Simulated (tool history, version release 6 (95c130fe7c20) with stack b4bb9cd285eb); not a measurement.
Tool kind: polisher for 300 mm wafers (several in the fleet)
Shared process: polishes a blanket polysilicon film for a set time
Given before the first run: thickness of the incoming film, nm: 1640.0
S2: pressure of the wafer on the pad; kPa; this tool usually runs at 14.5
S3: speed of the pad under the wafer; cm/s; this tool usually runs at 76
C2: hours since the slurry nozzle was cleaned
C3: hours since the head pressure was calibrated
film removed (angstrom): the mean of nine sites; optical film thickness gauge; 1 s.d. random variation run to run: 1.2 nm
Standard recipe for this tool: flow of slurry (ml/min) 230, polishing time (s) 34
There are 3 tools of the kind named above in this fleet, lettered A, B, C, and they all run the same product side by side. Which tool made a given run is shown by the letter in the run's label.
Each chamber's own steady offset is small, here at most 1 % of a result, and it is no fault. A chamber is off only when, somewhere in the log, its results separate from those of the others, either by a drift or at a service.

Run 1A, hour 7.3: usual settings; wafers polished on this pad 491; C2 32.5; C3 170.3. Result: film removed (angstrom) 1833.1.
At hour 9.4: chamber C: worn pad replaced by a new one.
Run 2C, hour 16.9: usual settings; wafers polished on this pad 119; C2 92.7; C3 538.4. Result: film removed (angstrom) 1818.0.
At hour 22.5: chamber A: worn pad replaced by a new one.
At hour 23.4: chamber B: worn pad replaced by a new one.
Run 3B, hour 27.6: usual settings; wafers polished on this pad 67; C2 247.2; C3 801.7. Result: film removed (angstrom) 1828.7.
Run 4A, hour 37.7: usual settings; wafers polished on this pad 241; C2 62.9; C3 200.7. Result: film removed (angstrom) 1812.4.
Run 5B, hour 45.3: usual settings; wafers polished on this pad 347; C2 264.9; C3 819.4. Result: film removed (angstrom) 1822.0.
Run 6C, hour 54.2: usual settings but flow of slurry (ml/min) 300; wafers polished on this pad 710; C2 130.0; C3 575.7. Result: film removed (angstrom) 1862.1.
Run 7B, hour 60.1: usual settings but flow of slurry (ml/min) 300; wafers polished on this pad 582; C2 279.7; C3 834.2. Result: film removed (angstrom) 1892.6.
At hour 63.7: chamber B: head pressure recalibrated.
At hour 66.4: chamber A: worn pad replaced by a new one.
Run 8C, hour 68.7: usual settings but flow of slurry (ml/min) 300; wafers polished on this pad 940; C2 144.5; C3 590.2. Result: film removed (angstrom) 1843.7.
At hour 70.3: chamber B: worn pad replaced by a new one.
Run 9A, hour 79.3: usual settings; wafers polished on this pad 204; C2 104.5; C3 242.3. Result: film removed (angstrom) 1841.7.
Run 10B, hour 85.6: usual settings; wafers polished on this pad 242; C2 305.2; C3 22.0. Result: film removed (angstrom) 1823.1.
Run 11A, hour 95.5: usual settings; wafers polished on this pad 460; C2 120.7; C3 258.5. Result: film removed (angstrom) 1820.0.
Run 12C, hour 103.7: usual settings; wafers polished on this pad 1494; C2 179.5; C3 625.2. Result: film removed (angstrom) 1829.3.
At hour 107.8: chamber C: worn pad replaced by a new one.
At hour 108.3: chamber B: worn pad replaced by a new one.
At hour 111.5: chamber A: worn pad replaced by a new one.
Run 13B, hour 112.4: usual settings; wafers polished on this pad 65; C2 332.0; C3 48.8. Result: film removed (angstrom) 1839.9.
At hour 112.9: chamber C: head pressure recalibrated.
Run 14A, hour 122.4: usual settings; wafers polished on this pad 173; C2 147.6; C3 285.4. Result: film removed (angstrom) 1836.3.
Run 15C, hour 134.3: usual settings; wafers polished on this pad 420; C2 210.1; C3 21.4. Result: film removed (angstrom) 1749.9.
Run 16C, hour 144.9: usual settings; wafers polished on this pad 588; C2 220.7; C3 32.0. Result: film removed (angstrom) 1722.1.
At hour 146.8: chamber B: worn pad replaced by a new one.
Run 17A, hour 151.1: usual settings; wafers polished on this pad 627; C2 176.3; C3 314.1. Result: film removed (angstrom) 1814.8.
At hour 153.6: chamber A: worn pad replaced by a new one.
Run 18B, hour 157.6: usual settings; wafers polished on this pad 171; C2 377.2; C3 94.0. Result: film removed (angstrom) 1828.5.
Run 19B, hour 164.7: usual settings; wafers polished on this pad 283; C2 384.3; C3 101.1. Result: film removed (angstrom) 1844.8.
Run 20A, hour 176.8: usual settings but polishing time (s) 30; wafers polished on this pad 368; C2 202.0; C3 339.8. Result: film removed (angstrom) 1616.4.
Run 21C, hour 189.2: usual settings but polishing time (s) 30; wafers polished on this pad 1290; C2 265.0; C3 76.3. Result: film removed (angstrom) 1518.1.
At hour 190.6: chamber A: worn pad replaced by a new one.
At hour 191.4: chamber B: worn pad replaced by a new one.
Run 22B, hour 198.3: usual settings but polishing time (s) 30; wafers polished on this pad 110; C2 417.9; C3 134.7. Result: film removed (angstrom) 1599.4.
At hour 203.7: chamber C: worn pad replaced by a new one.
Run 23C, hour 204.1: usual settings; wafers polished on this pad 6; C2 279.9; C3 91.2. Result: film removed (angstrom) 1720.3.
At hour 204.8: chamber A: slurry nozzle cleaned.
Run 24A, hour 216.1: usual settings but S2 11.7 kPa; wafers polished on this pad 405; C2 11.3; C3 379.1. Result: film removed (angstrom) 1478.1.

What goes on in this fleet: one chamber off, a drifting gauge, or nothing beyond the chambers' own small offsets? Name the chamber and the cause, if any.

Chamber C has stood off from the others ever since a service on it.
Likeliest cause: head's pressure below its setpoint, % = 4.78.

Here are 4 candidates for chamber C's next run, each the usual settings with a change, their results left as question marks. Which one brings its results back in line with what the others give on the usual settings?
Allowed miss from the other chambers' usual-settings mean, per result, to count as in line: film removed (angstrom) 42.0
Run 25C-1, hour 225.1: usual settings but flow of slurry (ml/min) 150. Result: film removed (angstrom) ?.
Run 25C-2, hour 225.1: usual settings but flow of slurry (ml/min) 260. Result: film removed (angstrom) ?.
Run 25C-3, hour 225.1: usual settings but flow of slurry (ml/min) 200. Result: film removed (angstrom) ?.
Run 25C-4, hour 225.1: usual settings but S3 80 cm/s. Result: film removed (angstrom) ?.

Mean of the other chambers on the usual settings: film removed (angstrom) 1829.8
  run  film removed (angstrom)
25C-1                   1627.9
25C-2                   1755.0
25C-3                   1701.4
25C-4                   1821.5
25C-4 brings the chamber back in line.
